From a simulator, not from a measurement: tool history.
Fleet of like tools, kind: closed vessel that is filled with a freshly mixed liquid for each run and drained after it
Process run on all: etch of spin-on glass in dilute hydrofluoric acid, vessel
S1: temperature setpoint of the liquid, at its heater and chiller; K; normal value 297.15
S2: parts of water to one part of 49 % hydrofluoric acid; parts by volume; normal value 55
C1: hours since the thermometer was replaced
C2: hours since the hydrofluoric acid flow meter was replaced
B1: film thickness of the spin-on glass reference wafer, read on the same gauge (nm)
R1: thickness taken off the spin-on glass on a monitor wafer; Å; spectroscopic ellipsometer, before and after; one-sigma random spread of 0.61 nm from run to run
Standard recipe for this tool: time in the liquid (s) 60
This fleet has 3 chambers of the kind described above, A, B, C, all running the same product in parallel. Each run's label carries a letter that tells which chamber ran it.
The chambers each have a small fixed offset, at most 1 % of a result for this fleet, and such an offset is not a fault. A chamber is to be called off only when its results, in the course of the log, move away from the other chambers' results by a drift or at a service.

Run 1C, hour 7.3: usual settings; C1 773.8; C2 647.9; B1 39.998. Result: R1 619.53 Å.
Run 2A, hour 15.6: usual settings; C1 307.3; C2 1007.3; B1 39.996. Result: R1 624.67 Å.
Run 3B, hour 27.6: usual settings; C1 1060.3; C2 1004.5; B1 39.993. Result: R1 623.6 Å.
Run 4B, hour 41.3: usual settings; C1 1074; C2 1018.2; B1 39.992. Result: R1 624.61 Å.
Run 5C, hour 48.3: usual settings; C1 814.8; C2 688.9; B1 40.006. Result: R1 628.4 Å.
Run 6A, hour 58.3: usual settings; C1 350; C2 1050; B1 39.996. Result: R1 617.33 Å.
Run 7C, hour 71.9: usual settings; C1 838.4; C2 712.5; B1 39.994. Result: R1 630.15 Å.
Run 8A, hour 82: usual settings; C1 373.7; C2 1073.7; B1 40.014. Result: R1 621.01 Å.
Run 9B, hour 91.4: usual settings; C1 1124.1; C2 1068.3; B1 40.012. Result: R1 629.4 Å.
Run 10C, hour 103.5: usual settings; C1 870; C2 744.1; B1 39.997. Result: R1 631.54 Å.
Run 11B, hour 112.5: usual settings; C1 1145.2; C2 1089.4; B1 39.996. Result: R1 637.63 Å.
Run 12A, hour 124.8: usual settings; C1 416.5; C2 1116.5; B1 39.996. Result: R1 612.79 Å.
Run 13A, hour 139.6: usual settings; C1 431.3; C2 1131.3; B1 39.979. Result: R1 617.45 Å.
Run 14C, hour 155.4: usual settings; C1 921.9; C2 796; B1 39.992. Result: R1 626.99 Å.
Run 15B, hour 165: usual settings; C1 1197.7; C2 1141.9; B1 40.014. Result: R1 624.52 Å.
Run 16C, hour 180.2: usual settings; C1 946.7; C2 820.8; B1 40. Result: R1 624.45 Å.
Run 17A, hour 193.4: usual settings; C1 485.1; C2 1185.1; B1 40.004. Result: R1 624.2 Å.
Run 18B, hour 201.6: usual settings; C1 1234.3; C2 1178.5; B1 40.011. Result: R1 632.1 Å.
Run 19C, hour 216.3: usual settings; C1 982.8; C2 856.9; B1 40.004. Result: R1 619.45 Å.
Run 20A, hour 227.3: usual settings but S2 40 parts by volume; C1 519; C2 1219; B1 40.02. Result: R1 879.88 Å.
Run 21B, hour 236.7: usual settings but S2 40 parts by volume; C1 1269.4; C2 1213.6; B1 39.999. Result: R1 881.51 Å.
Run 22A, hour 251.7: usual settings but S2 40 parts by volume; C1 543.4; C2 1243.4; B1 39.997. Result: R1 872.1 Å.
Run 23B, hour 259.3: usual settings; C1 1292; C2 1236.2; B1 40.01. Result: R1 626.33 Å.
Run 24C, hour 275.2: usual settings; C1 1041.7; C2 915.8; B1 39.998. Result: R1 639.02 Å.
Run 25A, hour 291: usual settings but S1 300.15 K, time in the liquid (s) 90; C1 582.7; C2 1282.7; B1 40. Result: R1 1061.4 Å.
Run 26B, hour 299.7: usual settings but S1 300.15 K, time in the liquid (s) 90; C1 1332.4; C2 1276.6; B1 39.998. Result: R1 1062.7 Å.
Run 27C, hour 307.7: usual settings but S1 300.15 K, time in the liquid (s) 90; C1 1074.2; C2 948.3; B1 40. Result: R1 1104.2 Å.
Run 28A, hour 322.5: usual settings; C1 614.2; C2 1314.2; B1 39.98. Result: R1 620.96 Å.
Run 29B, hour 337.6: usual settings but S2 75 parts by volume, time in the liquid (s) 35; C1 1370.3; C2 1314.5; B1 39.998. Result: R1 263.09 Å.
Run 30C, hour 351.4: usual settings but S2 75 parts by volume, time in the liquid (s) 35; C1 1117.9; C2 992; B1 39.991. Result: R1 274.42 Å.
At hour 351.5: chamber A: hydrofluoric acid flow meter replaced.
Run 31C, hour 360.9: usual settings but S2 75 parts by volume, time in the liquid (s) 35; C1 1127.4; C2 1001.5; B1 39.987. Result: R1 279.91 Å.
Run 32A, hour 371.4: usual settings; C1 663.1; C2 19.9; B1 40.019. Result: R1 633.9 Å.
At hour 376.6: chamber B: thermometer replaced.
Run 33B, hour 379.8: usual settings; C1 3.2; C2 1356.7; B1 39.999. Result: R1 624.07 Å.
Run 34B, hour 391.9: usual settings; C1 15.3; C2 1368.8; B1 40.003. Result: R1 632.81 Å.
Run 35C, hour 407.6: usual settings; C1 1174.1; C2 1048.2; B1 40.005. Result: R1 664.56 Å.
Run 36A, hour 420.5: usual settings; C1 712.2; C2 69; B1 40.015. Result: R1 611.38 Å.
Run 37A, hour 432.9: usual settings; C1 724.6; C2 81.4; B1 40.003. Result: R1 623.47 Å.
Run 38C, hour 445.6: usual settings; C1 1212.1; C2 1086.2; B1 39.99. Result: R1 688.69 Å.
Run 39B, hour 461.3: usual settings; C1 84.7; C2 1438.2; B1 39.982. Result: R1 615.45 Å.

Predict what each chamber gives when all 3 of them run the settings below next.
Run 40A, hour 472.8: usual settings but S2 65 parts by volume. Result: R1 ?.
Run 40B, hour 472.8: usual settings but S2 65 parts by volume. Result: R1 ?.
Run 40C, hour 472.8: usual settings but S2 65 parts by volume. Result: R1 ?.

run      R1
40A   517.5
40B  512.52
40C  588.23
